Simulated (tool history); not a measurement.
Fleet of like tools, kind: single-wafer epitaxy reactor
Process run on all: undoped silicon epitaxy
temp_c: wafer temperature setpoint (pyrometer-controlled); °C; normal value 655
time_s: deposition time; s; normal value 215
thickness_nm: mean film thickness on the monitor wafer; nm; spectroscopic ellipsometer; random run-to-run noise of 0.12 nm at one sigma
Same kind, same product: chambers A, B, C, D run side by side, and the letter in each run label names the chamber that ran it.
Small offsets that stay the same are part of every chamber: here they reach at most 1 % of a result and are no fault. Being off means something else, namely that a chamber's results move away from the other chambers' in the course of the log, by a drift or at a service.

| run | hour | temp_c | time_s | read-back reference wafer on the same gauge, thickness_nm | thickness_nm |
|---|---|---|---|---|---|
| 1C | 8.0 | 655 | 215 | 42.681 | 40.452 |
| 2A | 15.3 | 655 | 215 | 42.693 | 40.121 |
| 3D | 24.2 | 655 | 215 | 42.698 | 40.030 |
| 4B | 33.5 | 655 | 215 | 42.720 | 40.148 |
| 5B | 40.8 | 655 | 215 | 42.677 | 40.265 |
| 6D | 46.1 | 666 | 180 | 42.706 | 42.440 |
| 7C | 51.2 | 666 | 180 | 42.724 | 42.837 |
| 8A | 62.2 | 666 | 180 | 42.686 | 42.779 |
| 9A | 72.0 | 666 | 180 | 42.722 | 42.615 |
| 10D | 80.5 | 655 | 215 | 42.675 | 39.889 |
| 11C | 89.0 | 655 | 215 | 42.677 | 40.812 |
| 12B | 95.2 | 655 | 215 | 42.706 | 40.172 |
| 13A | 100.7 | 655 | 215 | 42.687 | 40.265 |
| 14B | 107.9 | 655 | 215 | 42.724 | 40.209 |
| 15D | 113.4 | 655 | 215 | 42.708 | 39.815 |
| 16C | 123.6 | 655 | 215 | 42.722 | 40.652 |
| 17B | 131.5 | 655 | 215 | 42.700 | 40.155 |
| 18D | 137.5 | 655 | 215 | 42.710 | 40.007 |
|  | 142.7 | chamber B: pyrometer calibrated |
| 19A | 147.2 | 655 | 215 | 42.670 | 40.238 |
| 20C | 153.6 | 655 | 215 | 42.690 | 40.799 |
| 21D | 162.8 | 655 | 215 | 42.679 | 39.864 |
| 22C | 167.7 | 655 | 215 | 42.697 | 40.623 |
| 23A | 175.3 | 655 | 215 | 42.679 | 40.279 |
| 24B | 185.3 | 655 | 215 | 42.687 | 41.763 |
| 25A | 196.1 | 655 | 215 | 42.729 | 40.275 |
| 26C | 206.5 | 655 | 215 | 42.694 | 40.660 |
| 27D | 211.7 | 655 | 215 | 42.720 | 39.766 |
| 28B | 216.8 | 655 | 215 | 42.704 | 41.792 |
| 29C | 222.1 | 655 | 215 | 42.700 | 40.696 |
| 30B | 227.8 | 655 | 215 | 42.689 | 41.879 |
| 31D | 234.0 | 655 | 215 | 42.701 | 39.850 |

Is one chamber out of step, is the gauge drifting, or do the chambers differ by no more than their own small offsets? For an off chamber, give its letter and the likeliest cause.

After it was serviced, chamber B no longer matches the other chambers.
Likeliest cause: wafer temperature above the value expected at the setpoint (K) = 1.69.

Below are 4 candidate recipes for chamber B's next run, each the usual settings with a change, their results shown as question marks. Which of them brings B's results back in line with what the other chambers give on the usual settings?
To be in line, a result may differ from the other chambers' mean on the usual settings by at most: thickness_nm 0.410 nm
| 32B-1 | 242.0 | 655 | 230 |  | ? |
| 32B-2 | 242.0 | 656 | 218 |  | ? |
| 32B-3 | 242.0 | 654 | 212 |  | ? |
| 32B-4 | 242.0 | 655 | 200 |  | ? |

On the usual settings, the other chambers give on average: thickness_nm 40.250 nm
| run | thickness_nm |
|---|---|
| 32B-1 | 44.634 |
| 32B-2 | 43.226 |
| 32B-3 | 40.262 |
| 32B-4 | 38.812 |
32B-3 is the one that brings the chamber's results back in line with the other chambers.

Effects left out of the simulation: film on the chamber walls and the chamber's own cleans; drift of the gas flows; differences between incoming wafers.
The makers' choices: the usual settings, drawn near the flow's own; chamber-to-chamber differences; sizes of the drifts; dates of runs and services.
